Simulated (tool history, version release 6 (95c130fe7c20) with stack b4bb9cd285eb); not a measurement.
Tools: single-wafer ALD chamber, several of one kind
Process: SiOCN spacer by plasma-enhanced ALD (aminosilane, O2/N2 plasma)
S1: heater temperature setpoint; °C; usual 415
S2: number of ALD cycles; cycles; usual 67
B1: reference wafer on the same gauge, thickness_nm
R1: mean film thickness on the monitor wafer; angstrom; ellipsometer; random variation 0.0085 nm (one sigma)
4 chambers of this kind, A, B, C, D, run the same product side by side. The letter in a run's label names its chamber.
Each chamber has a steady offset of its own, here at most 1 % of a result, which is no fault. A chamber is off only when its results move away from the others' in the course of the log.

{"run": "1A", "hour": 6.2, "S1": 415, "S2": 67, "B1": 3.722, "R1": 38.945}
{"run": "2C", "hour": 14.2, "S1": 415, "S2": 67, "B1": 3.7203, "R1": 38.935}
{"run": "3D", "hour": 23.3, "S1": 415, "S2": 67, "B1": 3.7197, "R1": 38.403}
{"run": "4B", "hour": 34.9, "S1": 415, "S2": 67, "B1": 3.7217, "R1": 38.756}
{"run": "5C", "hour": 47.2, "S1": 415, "S2": 67, "B1": 3.7178, "R1": 38.785}
{"run": "6B", "hour": 55.2, "S1": 415, "S2": 67, "B1": 3.7192, "R1": 38.716}
{"run": "7A", "hour": 63.1, "S1": 415, "S2": 67, "B1": 3.7197, "R1": 38.86}
{"run": "8D", "hour": 71.1, "S1": 415, "S2": 67, "B1": 3.7202, "R1": 38.505}
{"run": "9B", "hour": 78.1, "S1": 415, "S2": 67, "B1": 3.7191, "R1": 38.762}
{"run": "10A", "hour": 84.9, "S1": 415, "S2": 67, "B1": 3.7191, "R1": 38.853}
{"run": "11D", "hour": 94.3, "S1": 415, "S2": 67, "B1": 3.7214, "R1": 38.665}
{"run": "12C", "hour": 106.4, "S1": 415, "S2": 67, "B1": 3.72, "R1": 38.924}
{"run": "13C", "hour": 115.3, "S1": 415, "S2": 67, "B1": 3.7225, "R1": 38.817}
{"run": "14D", "hour": 124.1, "S1": 415, "S2": 67, "B1": 3.7203, "R1": 38.449}
{"run": "15B", "hour": 131.6, "S1": 415, "S2": 67, "B1": 3.7198, "R1": 38.625}
{"run": "16A", "hour": 142.5, "S1": 415, "S2": 67, "B1": 3.7205, "R1": 38.936}
{"run": "17D", "hour": 151.8, "S1": 415, "S2": 67, "B1": 3.7206, "R1": 38.598}
{"run": "18B", "hour": 164.9, "S1": 415, "S2": 67, "B1": 3.7192, "R1": 38.72}
{"run": "19C", "hour": 172.2, "S1": 415, "S2": 67, "B1": 3.7193, "R1": 38.798}
{"run": "20A", "hour": 180.5, "S1": 415, "S2": 67, "B1": 3.7188, "R1": 38.893}
{"run": "21A", "hour": 192.2, "S1": 415, "S2": 67, "B1": 3.72, "R1": 38.679}
{"run": "22D", "hour": 203.8, "S1": 415, "S2": 67, "B1": 3.7189, "R1": 38.454}
{"run": "23B", "hour": 211.1, "S1": 415, "S2": 67, "B1": 3.7217, "R1": 38.644}
{"run": "24C", "hour": 223.6, "S1": 415, "S2": 67, "B1": 3.719, "R1": 38.906}
{"run": "25B", "hour": 233.2, "S1": 415, "S2": 67, "B1": 3.7193, "R1": 38.591}
{"run": "26A", "hour": 245.3, "S1": 415, "S2": 67, "B1": 3.7206, "R1": 38.789}
{"run": "27C", "hour": 254.6, "S1": 415, "S2": 67, "B1": 3.7192, "R1": 38.907}
{"run": "28D", "hour": 263.4, "S1": 425, "S2": 67, "B1": 3.721, "R1": 37.363}
{"run": "29A", "hour": 273.7, "S1": 425, "S2": 67, "B1": 3.7224, "R1": 37.667}
{"run": "30D", "hour": 282.1, "S1": 425, "S2": 67, "B1": 3.7205, "R1": 37.304}

Is one chamber off against the others, does the gauge drift, or is nothing wrong? If a chamber is off, say which, and what the likeliest cause is.

No chamber stands off beyond its own small offset, and the gauge holds steady.

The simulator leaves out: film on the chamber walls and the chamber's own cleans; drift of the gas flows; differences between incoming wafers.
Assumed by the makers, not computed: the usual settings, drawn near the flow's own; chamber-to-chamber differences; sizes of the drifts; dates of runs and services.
